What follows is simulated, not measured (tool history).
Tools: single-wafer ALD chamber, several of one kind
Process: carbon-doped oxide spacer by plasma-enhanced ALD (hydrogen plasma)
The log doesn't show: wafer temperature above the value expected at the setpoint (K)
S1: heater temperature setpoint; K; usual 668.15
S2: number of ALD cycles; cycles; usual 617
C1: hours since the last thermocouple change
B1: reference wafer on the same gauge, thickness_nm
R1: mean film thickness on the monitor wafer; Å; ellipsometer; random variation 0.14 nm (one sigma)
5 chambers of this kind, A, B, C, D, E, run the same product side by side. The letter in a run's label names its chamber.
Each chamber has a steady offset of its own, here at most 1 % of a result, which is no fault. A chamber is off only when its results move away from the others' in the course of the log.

run 1E day=0.196 | S1=668.15 S2=617 | C1=257.2 | B1=27.831 | R1=308.85
run 2B day=0.492 | S1=668.15 S2=617 | C1=438.1 | B1=27.802 | R1=310.92
run 3C day=0.7 | S1=668.15 S2=617 | C1=426.7 | B1=27.798 | R1=310.22
run 4A day=0.883 | S1=668.15 S2=617 | C1=743.5 | B1=27.841 | R1=308.71
run 5D day=1.029 | S1=668.15 S2=617 | C1=746.5 | B1=27.784 | R1=306.97
run 6E day=1.179 | S1=668.15 S2=617 | C1=280.8 | B1=27.811 | R1=307.22
run 7A day=1.388 | S1=668.15 S2=617 | C1=755.6 | B1=27.784 | R1=310.35
run 8D day=1.612 | S1=668.15 S2=617 | C1=760.5 | B1=27.823 | R1=309.36
run 9B day=1.842 | S1=668.15 S2=617 | C1=470.5 | B1=27.799 | R1=311.78
run 10C day=2.096 | S1=668.15 S2=617 | C1=460.2 | B1=27.788 | R1=308.7
run 11D day=2.238 | S1=668.15 S2=617 | C1=775.5 | B1=27.787 | R1=306.19
run 12E day=2.379 | S1=668.15 S2=617 | C1=309.6 | B1=27.799 | R1=307.35
run 13B day=2.671 | S1=668.15 S2=617 | C1=490.4 | B1=27.782 | R1=310.08
run 14A day=2.967 | S1=668.15 S2=617 | C1=793.5 | B1=27.794 | R1=307.82
run 15C day=3.225 | S1=668.15 S2=617 | C1=487.3 | B1=27.819 | R1=308.81
run 16D day=3.458 | S1=668.15 S2=617 | C1=804.8 | B1=27.795 | R1=310.4
run 17C day=3.667 | S1=668.15 S2=617 | C1=497.9 | B1=27.796 | R1=310.68
run 18A day=3.825 | S1=668.15 S2=617 | C1=814.1 | B1=27.799 | R1=309.17
run 19B day=4.046 | S1=668.15 S2=617 | C1=523.4 | B1=27.793 | R1=309.32
run 20E day=4.2 | S1=668.15 S2=617 | C1=353.3 | B1=27.78 | R1=309.23
run 21A day=4.354 | S1=668.15 S2=617 | C1=826.8 | B1=27.814 | R1=310.69
run 22D day=4.588 | S1=668.15 S2=617 | C1=831.9 | B1=27.778 | R1=309.93
run 23B day=4.779 | S1=668.15 S2=617 | C1=541 | B1=27.822 | R1=311.51
run 24E day=4.958 | S1=668.15 S2=617 | C1=371.5 | B1=27.795 | R1=305.49
run 25C day=5.246 | S1=668.15 S2=617 | C1=535.8 | B1=27.82 | R1=309.41
run 26C day=5.488 | S1=668.15 S2=617 | C1=541.6 | B1=27.8 | R1=308.29
run 27B day=5.717 | S1=668.15 S2=617 | C1=563.5 | B1=27.78 | R1=309.78
run 28E day=5.867 | S1=654.15 S2=532 | C1=393.3 | B1=27.802 | R1=262.32
run 29D day=6.079 | S1=654.15 S2=532 | C1=867.7 | B1=27.787 | R1=266.46
run 30A day=6.254 | S1=654.15 S2=532 | C1=872.4 | B1=27.791 | R1=266.96
run 31E day=6.479 | S1=654.15 S2=532 | C1=408 | B1=27.794 | R1=264.95
run 32D day=6.617 | S1=654.15 S2=532 | C1=880.6 | B1=27.793 | R1=264.61
run 33B day=6.908 | S1=668.15 S2=617 | C1=592.1 | B1=27.798 | R1=312.13
run 34C day=7.138 | S1=668.15 S2=617 | C1=581.2 | B1=27.793 | R1=310.5
run 35A day=7.4 | S1=668.15 S2=617 | C1=899.9 | B1=27.808 | R1=310.24
run 36C day=7.667 | S1=662.15 S2=656 | C1=593.9 | B1=27.786 | R1=332.04

All 5 chambers run these settings next. Forecast each chamber's results:
run 37A day=7.879 | S1=668.15 S2=617 | R1=?
run 37B day=7.879 | S1=668.15 S2=617 | R1=?
run 37C day=7.879 | S1=668.15 S2=617 | R1=?
run 37D day=7.879 | S1=668.15 S2=617 | R1=?
run 37E day=7.879 | S1=668.15 S2=617 | R1=?

run=37A R1=312.81
run=37B R1=308.53
run=37C R1=308.3
run=37D R1=309.7
run=37E R1=308.91
